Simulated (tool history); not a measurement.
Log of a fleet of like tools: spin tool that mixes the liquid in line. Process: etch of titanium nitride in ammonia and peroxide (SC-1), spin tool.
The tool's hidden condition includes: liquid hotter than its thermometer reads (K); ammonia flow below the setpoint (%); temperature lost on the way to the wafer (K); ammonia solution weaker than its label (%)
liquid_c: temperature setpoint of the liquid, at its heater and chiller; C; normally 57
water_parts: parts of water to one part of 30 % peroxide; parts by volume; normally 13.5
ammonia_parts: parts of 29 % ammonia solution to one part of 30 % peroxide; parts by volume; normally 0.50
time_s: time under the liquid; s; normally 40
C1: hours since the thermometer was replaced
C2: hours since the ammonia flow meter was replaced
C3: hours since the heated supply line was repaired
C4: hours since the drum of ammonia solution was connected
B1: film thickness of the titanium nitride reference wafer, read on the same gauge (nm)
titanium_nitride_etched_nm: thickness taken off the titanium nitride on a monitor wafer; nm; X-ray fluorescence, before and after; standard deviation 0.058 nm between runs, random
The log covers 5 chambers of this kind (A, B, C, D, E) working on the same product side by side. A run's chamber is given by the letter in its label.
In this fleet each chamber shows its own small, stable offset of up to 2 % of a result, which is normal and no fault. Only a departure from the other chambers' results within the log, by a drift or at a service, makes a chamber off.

{"run": "1B", "day": 0.304, "liquid_c": 57, "water_parts": 13.5, "ammonia_parts": 0.5, "time_s": 40, "C1": 254.4, "C2": 403.6, "C3": 1518.5, "C4": 473.8, "B1": 79.99, "titanium_nitride_etched_nm": 6.1246}
{"run": "2A", "day": 0.629, "liquid_c": 57, "water_parts": 13.5, "ammonia_parts": 0.5, "time_s": 40, "C1": 1058.1, "C2": 892.2, "C3": 2122.8, "C4": 428.6, "B1": 79.988, "titanium_nitride_etched_nm": 6.2224}
{"run": "3E", "day": 1.083, "liquid_c": 57, "water_parts": 13.5, "ammonia_parts": 0.5, "time_s": 40, "C1": 1532.9, "C2": 121.0, "C3": 2021.1, "C4": 808.9, "B1": 80.003, "titanium_nitride_etched_nm": 6.0614}
{"run": "4C", "day": 1.358, "liquid_c": 57, "water_parts": 13.5, "ammonia_parts": 0.5, "time_s": 40, "C1": 848.8, "C2": 842.7, "C3": 434.1, "C4": 258.4, "B1": 79.989, "titanium_nitride_etched_nm": 6.1397}
{"run": "5D", "day": 1.704, "liquid_c": 57, "water_parts": 13.5, "ammonia_parts": 0.5, "time_s": 40, "C1": 522.6, "C2": 131.2, "C3": 598.6, "C4": 409.7, "B1": 80.008, "titanium_nitride_etched_nm": 6.1213}
{"run": "6D", "day": 2.138, "liquid_c": 57, "water_parts": 13.5, "ammonia_parts": 0.5, "time_s": 40, "C1": 533.0, "C2": 141.6, "C3": 609.0, "C4": 420.1, "B1": 79.995, "titanium_nitride_etched_nm": 6.2166}
{"day": 2.221, "done": "chamber A: new drum of ammonia solution connected"}
{"run": "7E", "day": 2.592, "liquid_c": 57, "water_parts": 13.5, "ammonia_parts": 0.5, "time_s": 40, "C1": 1569.1, "C2": 157.2, "C3": 2057.3, "C4": 845.1, "B1": 80.014, "titanium_nitride_etched_nm": 6.1105}
{"run": "8A", "day": 2.962, "liquid_c": 57, "water_parts": 13.5, "ammonia_parts": 0.5, "time_s": 40, "C1": 1114.1, "C2": 948.2, "C3": 2178.8, "C4": 17.8, "B1": 79.991, "titanium_nitride_etched_nm": 6.0951}
{"run": "9B", "day": 3.412, "liquid_c": 52, "water_parts": 10.0, "ammonia_parts": 0.5, "time_s": 40, "C1": 329.0, "C2": 478.2, "C3": 1593.1, "C4": 548.4, "B1": 79.998, "titanium_nitride_etched_nm": 5.1958}
{"run": "10C", "day": 3.788, "liquid_c": 52, "water_parts": 10.0, "ammonia_parts": 0.5, "time_s": 40, "C1": 907.1, "C2": 901.0, "C3": 492.4, "C4": 316.7, "B1": 79.983, "titanium_nitride_etched_nm": 5.2014}
{"run": "11E", "day": 4.179, "liquid_c": 52, "water_parts": 10.0, "ammonia_parts": 0.5, "time_s": 40, "C1": 1607.2, "C2": 195.3, "C3": 2095.4, "C4": 883.2, "B1": 80.007, "titanium_nitride_etched_nm": 5.0284}
{"run": "12A", "day": 4.412, "liquid_c": 52, "water_parts": 10.0, "ammonia_parts": 0.5, "time_s": 40, "C1": 1148.9, "C2": 983.0, "C3": 2213.6, "C4": 52.6, "B1": 80.006, "titanium_nitride_etched_nm": 5.16}
{"run": "13C", "day": 4.833, "liquid_c": 52, "water_parts": 10.0, "ammonia_parts": 0.5, "time_s": 40, "C1": 932.2, "C2": 926.1, "C3": 517.5, "C4": 341.8, "B1": 80.0, "titanium_nitride_etched_nm": 5.3707}
{"run": "14D", "day": 5.296, "liquid_c": 57, "water_parts": 13.5, "ammonia_parts": 0.5, "time_s": 40, "C1": 608.8, "C2": 217.4, "C3": 684.8, "C4": 495.9, "B1": 79.999, "titanium_nitride_etched_nm": 6.2056}
{"run": "15B", "day": 5.654, "liquid_c": 57, "water_parts": 13.5, "ammonia_parts": 0.5, "time_s": 40, "C1": 382.8, "C2": 532.0, "C3": 1646.9, "C4": 602.2, "B1": 79.999, "titanium_nitride_etched_nm": 6.077}
{"run": "16D", "day": 5.996, "liquid_c": 57, "water_parts": 11.5, "ammonia_parts": 0.5, "time_s": 40, "C1": 625.6, "C2": 234.2, "C3": 701.6, "C4": 512.7, "B1": 80.021, "titanium_nitride_etched_nm": 6.7632}
{"run": "17C", "day": 6.275, "liquid_c": 57, "water_parts": 11.5, "ammonia_parts": 0.5, "time_s": 40, "C1": 966.8, "C2": 960.7, "C3": 552.1, "C4": 376.4, "B1": 80.013, "titanium_nitride_etched_nm": 7.0414}
{"day": 6.375, "done": "chamber E: heated supply line repaired"}
{"run": "18B", "day": 6.7, "liquid_c": 57, "water_parts": 11.5, "ammonia_parts": 0.5, "time_s": 40, "C1": 407.9, "C2": 557.1, "C3": 1672.0, "C4": 627.3, "B1": 80.007, "titanium_nitride_etched_nm": 6.6988}
{"run": "19E", "day": 6.996, "liquid_c": 57, "water_parts": 11.5, "ammonia_parts": 0.5, "time_s": 40, "C1": 1674.8, "C2": 262.9, "C3": 14.9, "C4": 950.8, "B1": 79.968, "titanium_nitride_etched_nm": 6.5703}
{"run": "20A", "day": 7.212, "liquid_c": 57, "water_parts": 11.5, "ammonia_parts": 0.5, "time_s": 40, "C1": 1216.1, "C2": 1050.2, "C3": 2280.8, "C4": 119.8, "B1": 80.016, "titanium_nitride_etched_nm": 6.7636}
{"run": "21E", "day": 7.446, "liquid_c": 57, "water_parts": 13.5, "ammonia_parts": 0.5, "time_s": 40, "C1": 1685.6, "C2": 273.7, "C3": 25.7, "C4": 961.6, "B1": 80.018, "titanium_nitride_etched_nm": 6.0526}
{"run": "22D", "day": 7.783, "liquid_c": 57, "water_parts": 13.5, "ammonia_parts": 0.5, "time_s": 40, "C1": 668.5, "C2": 277.1, "C3": 744.5, "C4": 555.6, "B1": 80.001, "titanium_nitride_etched_nm": 6.1449}
{"run": "23A", "day": 8.2, "liquid_c": 57, "water_parts": 13.5, "ammonia_parts": 0.35, "time_s": 25, "C1": 1239.8, "C2": 1073.9, "C3": 2304.5, "C4": 143.5, "B1": 79.984, "titanium_nitride_etched_nm": 3.6141}
{"run": "24C", "day": 8.5, "liquid_c": 57, "water_parts": 13.5, "ammonia_parts": 0.35, "time_s": 25, "C1": 1020.2, "C2": 1014.1, "C3": 605.5, "C4": 429.8, "B1": 80.006, "titanium_nitride_etched_nm": 3.8892}
{"run": "25B", "day": 8.771, "liquid_c": 57, "water_parts": 13.5, "ammonia_parts": 0.35, "time_s": 25, "C1": 457.6, "C2": 606.8, "C3": 1721.7, "C4": 677.0, "B1": 79.998, "titanium_nitride_etched_nm": 3.5995}
{"run": "26B", "day": 9.212, "liquid_c": 57, "water_parts": 13.5, "ammonia_parts": 0.35, "time_s": 25, "C1": 468.2, "C2": 617.4, "C3": 1732.3, "C4": 687.6, "B1": 80.005, "titanium_nitride_etched_nm": 3.6241}
{"run": "27A", "day": 9.504, "liquid_c": 57, "water_parts": 13.5, "ammonia_parts": 0.35, "time_s": 25, "C1": 1271.1, "C2": 1105.2, "C3": 2335.8, "C4": 174.8, "B1": 79.985, "titanium_nitride_etched_nm": 3.6163}
{"day": 9.629, "done": "chamber E: new drum of ammonia solution connected"}
{"run": "28C", "day": 9.729, "liquid_c": 57, "water_parts": 13.5, "ammonia_parts": 0.5, "time_s": 40, "C1": 1049.7, "C2": 1043.6, "C3": 635.0, "C4": 459.3, "B1": 80.004, "titanium_nitride_etched_nm": 6.8361}
{"run": "29D", "day": 10.012, "liquid_c": 57, "water_parts": 13.5, "ammonia_parts": 0.5, "time_s": 40, "C1": 722.0, "C2": 330.6, "C3": 798.0, "C4": 609.1, "B1": 80.017, "titanium_nitride_etched_nm": 6.1848}
{"run": "30E", "day": 10.312, "liquid_c": 57, "water_parts": 13.5, "ammonia_parts": 0.5, "time_s": 40, "C1": 1754.4, "C2": 342.5, "C3": 94.5, "C4": 16.5, "B1": 79.975, "titanium_nitride_etched_nm": 6.1061}
{"run": "31C", "day": 10.542, "liquid_c": 57, "water_parts": 13.5, "ammonia_parts": 0.5, "time_s": 40, "C1": 1069.2, "C2": 1063.1, "C3": 654.5, "C4": 478.8, "B1": 80.002, "titanium_nitride_etched_nm": 6.8967}

Is one chamber off against the others, does the gauge drift, or is nothing wrong? If a chamber is off, say which, and what the likeliest cause is.

Chamber C drifts away from the others.
Most likely cause: liquid hotter than its thermometer reads (K) = 1.87.

Below are 4 candidate recipes for chamber C's next run, each the usual settings with a change, their results shown as question marks. Which of them brings C's results back in line with what the other chambers give on the usual settings?
In line means no further than this from the other chambers' mean on the usual settings: titanium_nitride_etched_nm 0.2000 nm
{"run": "32C-1", "day": 10.883, "liquid_c": 57, "water_parts": 16.5, "ammonia_parts": 0.45, "time_s": 40, "titanium_nitride_etched_nm": "?"}
{"run": "32C-2", "day": 10.883, "liquid_c": 57, "water_parts": 13.5, "ammonia_parts": 0.5, "time_s": 45, "titanium_nitride_etched_nm": "?"}
{"run": "32C-3", "day": 10.883, "liquid_c": 59, "water_parts": 13.0, "ammonia_parts": 0.5, "time_s": 45, "titanium_nitride_etched_nm": "?"}
{"run": "32C-4", "day": 10.883, "liquid_c": 55, "water_parts": 13.5, "ammonia_parts": 0.5, "time_s": 35, "titanium_nitride_etched_nm": "?"}

On the usual settings, the other chambers give on average: titanium_nitride_etched_nm 6.1365 nm
run=32C-1 titanium_nitride_etched_nm=6.1373
run=32C-2 titanium_nitride_etched_nm=7.8597
run=32C-3 titanium_nitride_etched_nm=9.1346
run=32C-4 titanium_nitride_etched_nm=5.3635
It is 32C-1 that realigns the chamber with its peers.
